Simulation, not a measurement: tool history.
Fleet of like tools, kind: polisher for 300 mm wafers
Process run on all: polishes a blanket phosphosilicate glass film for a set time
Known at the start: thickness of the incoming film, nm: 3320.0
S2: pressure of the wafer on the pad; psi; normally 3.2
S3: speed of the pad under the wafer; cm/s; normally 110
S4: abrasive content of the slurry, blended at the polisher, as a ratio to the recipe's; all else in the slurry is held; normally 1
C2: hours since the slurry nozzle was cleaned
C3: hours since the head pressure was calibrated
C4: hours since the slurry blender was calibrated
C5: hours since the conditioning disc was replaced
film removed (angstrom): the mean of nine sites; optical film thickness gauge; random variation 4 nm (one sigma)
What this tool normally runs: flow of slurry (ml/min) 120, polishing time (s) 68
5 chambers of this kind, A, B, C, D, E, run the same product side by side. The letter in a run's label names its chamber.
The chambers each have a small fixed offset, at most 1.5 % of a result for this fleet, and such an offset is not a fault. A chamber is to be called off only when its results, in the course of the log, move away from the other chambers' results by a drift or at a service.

Run 1A, hour 3.2: usual settings; wafers polished on this pad 718; C2 76.8; C3 280.2; C4 116.5; C5 57.4. Result: film removed (angstrom) 5996.2.
At hour 3.3: chamber A: worn pad replaced by a new one.
At hour 6.4: chamber D: conditioning disc replaced and pad reconditioned.
Run 2D, hour 6.6: usual settings; wafers polished on this pad 598; C2 403.5; C3 210.2; C4 237.3; C5 0.2. Result: film removed (angstrom) 5960.5.
Run 3B, hour 8.7: usual settings; wafers polished on this pad 247; C2 20.7; C3 1003.1; C4 147; C5 392.6. Result: film removed (angstrom) 5926.2.
Run 4E, hour 11.3: usual settings; wafers polished on this pad 225; C2 27.3; C3 325.4; C4 169.6; C5 260. Result: film removed (angstrom) 5947.4.
Run 5C, hour 14.8: usual settings but flow of slurry (ml/min) 155, polishing time (s) 56; wafers polished on this pad 283; C2 360.6; C3 293; C4 118.1; C5 147.2. Result: film removed (angstrom) 5198.4.
Run 6D, hour 19.2: usual settings but flow of slurry (ml/min) 155, polishing time (s) 56; wafers polished on this pad 745; C2 416.1; C3 222.8; C4 249.9; C5 12.8. Result: film removed (angstrom) 5138.6.
Run 7E, hour 21.2: usual settings but flow of slurry (ml/min) 155, polishing time (s) 56; wafers polished on this pad 340; C2 37.2; C3 335.3; C4 179.5; C5 269.9. Result: film removed (angstrom) 5081.1.
Run 8C, hour 24.1: usual settings but flow of slurry (ml/min) 155, polishing time (s) 56; wafers polished on this pad 391; C2 369.9; C3 302.3; C4 127.4; C5 156.5. Result: film removed (angstrom) 5121.9.
Run 9B, hour 26.9: usual settings but flow of slurry (ml/min) 155, polishing time (s) 56; wafers polished on this pad 459; C2 38.9; C3 1021.3; C4 165.2; C5 410.8. Result: film removed (angstrom) 5164.3.
Run 10A, hour 29.5: usual settings; wafers polished on this pad 305; C2 103.1; C3 306.5; C4 142.8; C5 83.7. Result: film removed (angstrom) 6034.6.
Run 11D, hour 32.7: usual settings but polishing time (s) 51; wafers polished on this pad 902; C2 429.6; C3 236.3; C4 263.4; C5 26.3. Result: film removed (angstrom) 4452.2.
Run 12E, hour 36: usual settings but polishing time (s) 51; wafers polished on this pad 512; C2 52; C3 350.1; C4 194.3; C5 284.7. Result: film removed (angstrom) 4506.6.
Run 13C, hour 39.5: usual settings but polishing time (s) 51; wafers polished on this pad 571; C2 385.3; C3 317.7; C4 142.8; C5 171.9. Result: film removed (angstrom) 4451.3.
Run 14A, hour 41.9: usual settings but polishing time (s) 51; wafers polished on this pad 450; C2 115.5; C3 318.9; C4 155.2; C5 96.1. Result: film removed (angstrom) 4568.5.
Run 15B, hour 43.9: usual settings but polishing time (s) 51; wafers polished on this pad 657; C2 55.9; C3 1038.3; C4 182.2; C5 427.8. Result: film removed (angstrom) 4417.7.
At hour 44.2: chamber B: head pressure recalibrated.
At hour 46.6: chamber C: slurry nozzle cleaned.
Run 16B, hour 48.2: usual settings; wafers polished on this pad 707; C2 60.2; C3 4; C4 186.5; C5 432.1. Result: film removed (angstrom) 5564.1.
At hour 49.6: chamber A: slurry blender recalibrated.
At hour 51.6: chamber A: worn pad replaced by a new one.
Run 17A, hour 51.9: usual settings; wafers polished on this pad 3; C2 125.5; C3 328.9; C4 2.3; C5 106.1. Result: film removed (angstrom) 6049.9.
Run 18D, hour 55.1: usual settings; wafers polished on this pad 1163; C2 452; C3 258.7; C4 285.8; C5 48.7. Result: film removed (angstrom) 5924.1.
Run 19E, hour 57.4: usual settings; wafers polished on this pad 762; C2 73.4; C3 371.5; C4 215.7; C5 306.1. Result: film removed (angstrom) 5941.5.
At hour 60.9: chamber A: conditioning disc replaced and pad reconditioned.
Run 20C, hour 61.3: usual settings but S2 4 psi, S3 142 cm/s; wafers polished on this pad 825; C2 14.8; C3 339.5; C4 164.6; C5 193.7. Result: film removed (angstrom) 9132.5.
Run 21D, hour 63.6: usual settings but S2 4 psi, S3 142 cm/s; wafers polished on this pad 1262; C2 460.5; C3 267.2; C4 294.3; C5 57.2. Result: film removed (angstrom) 9141.4.
Run 22A, hour 65.6: usual settings but S2 4 psi, S3 142 cm/s; wafers polished on this pad 163; C2 139.2; C3 342.6; C4 16; C5 4.7. Result: film removed (angstrom) 9057.2.
At hour 69.7: chamber B: worn pad replaced by a new one.
Run 23C, hour 69.8: usual settings but S2 4 psi, S3 142 cm/s; wafers polished on this pad 924; C2 23.3; C3 348; C4 173.1; C5 202.2. Result: film removed (angstrom) 9132.9.
Run 24E, hour 72.9: usual settings but S2 4 psi, S3 142 cm/s; wafers polished on this pad 942; C2 88.9; C3 387; C4 231.2; C5 321.6. Result: film removed (angstrom) 9179.9.
Run 25B, hour 76.5: usual settings; wafers polished on this pad 79; C2 88.5; C3 32.3; C4 214.8; C5 460.4. Result: film removed (angstrom) 5483.4.
Run 26C, hour 78.4: usual settings; wafers polished on this pad 1024; C2 31.9; C3 356.6; C4 181.7; C5 210.8. Result: film removed (angstrom) 5953.9.
At hour 82: chamber D: worn pad replaced by a new one.
Run 27B, hour 82.1: usual settings; wafers polished on this pad 144; C2 94.1; C3 37.9; C4 220.4; C5 466. Result: film removed (angstrom) 5545.4.
At hour 82.9: chamber E: worn pad replaced by a new one.
Run 28E, hour 85: usual settings; wafers polished on this pad 25; C2 101; C3 399.1; C4 243.3; C5 333.7. Result: film removed (angstrom) 5908.3.
Run 29D, hour 88.9: usual settings; wafers polished on this pad 80; C2 485.8; C3 292.5; C4 319.6; C5 82.5. Result: film removed (angstrom) 5922.9.
At hour 90.9: chamber C: worn pad replaced by a new one.
Run 30A, hour 92.4: usual settings; wafers polished on this pad 475; C2 166; C3 369.4; C4 42.8; C5 31.5. Result: film removed (angstrom) 6007.7.
At hour 94.4: chamber D: slurry blender recalibrated.
At hour 94.9: chamber C: head pressure recalibrated.
Run 31C, hour 96.5: usual settings; wafers polished on this pad 66; C2 50; C3 1.7; C4 199.8; C5 228.9. Result: film removed (angstrom) 5952.1.
Run 32D, hour 98.9: usual settings; wafers polished on this pad 196; C2 495.8; C3 302.5; C4 4.6; C5 92.5. Result: film removed (angstrom) 5972.4.
Run 33B, hour 102.2: usual settings; wafers polished on this pad 378; C2 114.2; C3 58; C4 240.5; C5 486.1. Result: film removed (angstrom) 5541.5.
Run 34E, hour 104.5: usual settings; wafers polished on this pad 252; C2 120.5; C3 418.6; C4 262.8; C5 353.2. Result: film removed (angstrom) 5867.5.
At hour 108.1: chamber A: worn pad replaced by a new one.
Run 35A, hour 108.5: usual settings; wafers polished on this pad 4; C2 182.1; C3 385.5; C4 58.9; C5 47.6. Result: film removed (angstrom) 6040.5.
Run 36C, hour 111.2: usual settings; wafers polished on this pad 237; C2 64.7; C3 16.4; C4 214.5; C5 243.6. Result: film removed (angstrom) 5896.7.
Run 37A, hour 115.6: usual settings but polishing time (s) 56; wafers polished on this pad 87; C2 189.2; C3 392.6; C4 66; C5 54.7. Result: film removed (angstrom) 4884.9.
Run 38B, hour 119.4: usual settings but polishing time (s) 56; wafers polished on this pad 578; C2 131.4; C3 75.2; C4 257.7; C5 503.3. Result: film removed (angstrom) 4568.6.
Run 39E, hour 123.2: usual settings but polishing time (s) 56; wafers polished on this pad 470; C2 139.2; C3 437.3; C4 281.5; C5 371.9. Result: film removed (angstrom) 4885.4.
Run 40D, hour 126.2: usual settings but polishing time (s) 56; wafers polished on this pad 514; C2 523.1; C3 329.8; C4 31.9; C5 119.8. Result: film removed (angstrom) 4898.4.
Run 41D, hour 128.6: usual settings but polishing time (s) 56; wafers polished on this pad 542; C2 525.5; C3 332.2; C4 34.3; C5 122.2. Result: film removed (angstrom) 4940.
Run 42C, hour 132.9: usual settings; wafers polished on this pad 490; C2 86.4; C3 38.1; C4 236.2; C5 265.3. Result: film removed (angstrom) 5944.8.

Read the log: is a single chamber off, either drifting away or since a service, is the gauge that measures every chamber drifting, or is nothing wrong beyond small per-chamber offsets? Name any odd chamber and what most likely caused it.

After it was serviced, chamber B no longer matches the other chambers.
Likeliest cause: head's pressure below its setpoint, % = 6.19.

Here are 4 candidates for chamber B's next run, each the usual settings with a change, their results left as question marks. Which one brings its results back in line with what the others give on the usual settings?
Allowed miss from the other chambers' usual-settings mean, per result, to count as in line: film removed (angstrom) 140
Run 43B-1, hour 136.1: usual settings but S2 3.3 psi, S3 112 cm/s, polishing time (s) 70. Result: film removed (angstrom) ?.
Run 43B-2, hour 136.1: usual settings but S2 2.9 psi, S3 104 cm/s. Result: film removed (angstrom) ?.
Run 43B-3, hour 136.1: usual settings but S2 3.1 psi, S3 108 cm/s, polishing time (s) 66. Result: film removed (angstrom) ?.
Run 43B-4, hour 136.1: usual settings but polishing time (s) 78. Result: film removed (angstrom) ?.

Average result of the remaining chambers running the usual settings: film removed (angstrom) 5957.4
  run  film removed (angstrom)
43B-1                   5979.5
43B-2                   4815.2
43B-3                   5146.5
43B-4                   6369.9
43B-1 is the one that brings the chamber's results back in line with the other chambers.

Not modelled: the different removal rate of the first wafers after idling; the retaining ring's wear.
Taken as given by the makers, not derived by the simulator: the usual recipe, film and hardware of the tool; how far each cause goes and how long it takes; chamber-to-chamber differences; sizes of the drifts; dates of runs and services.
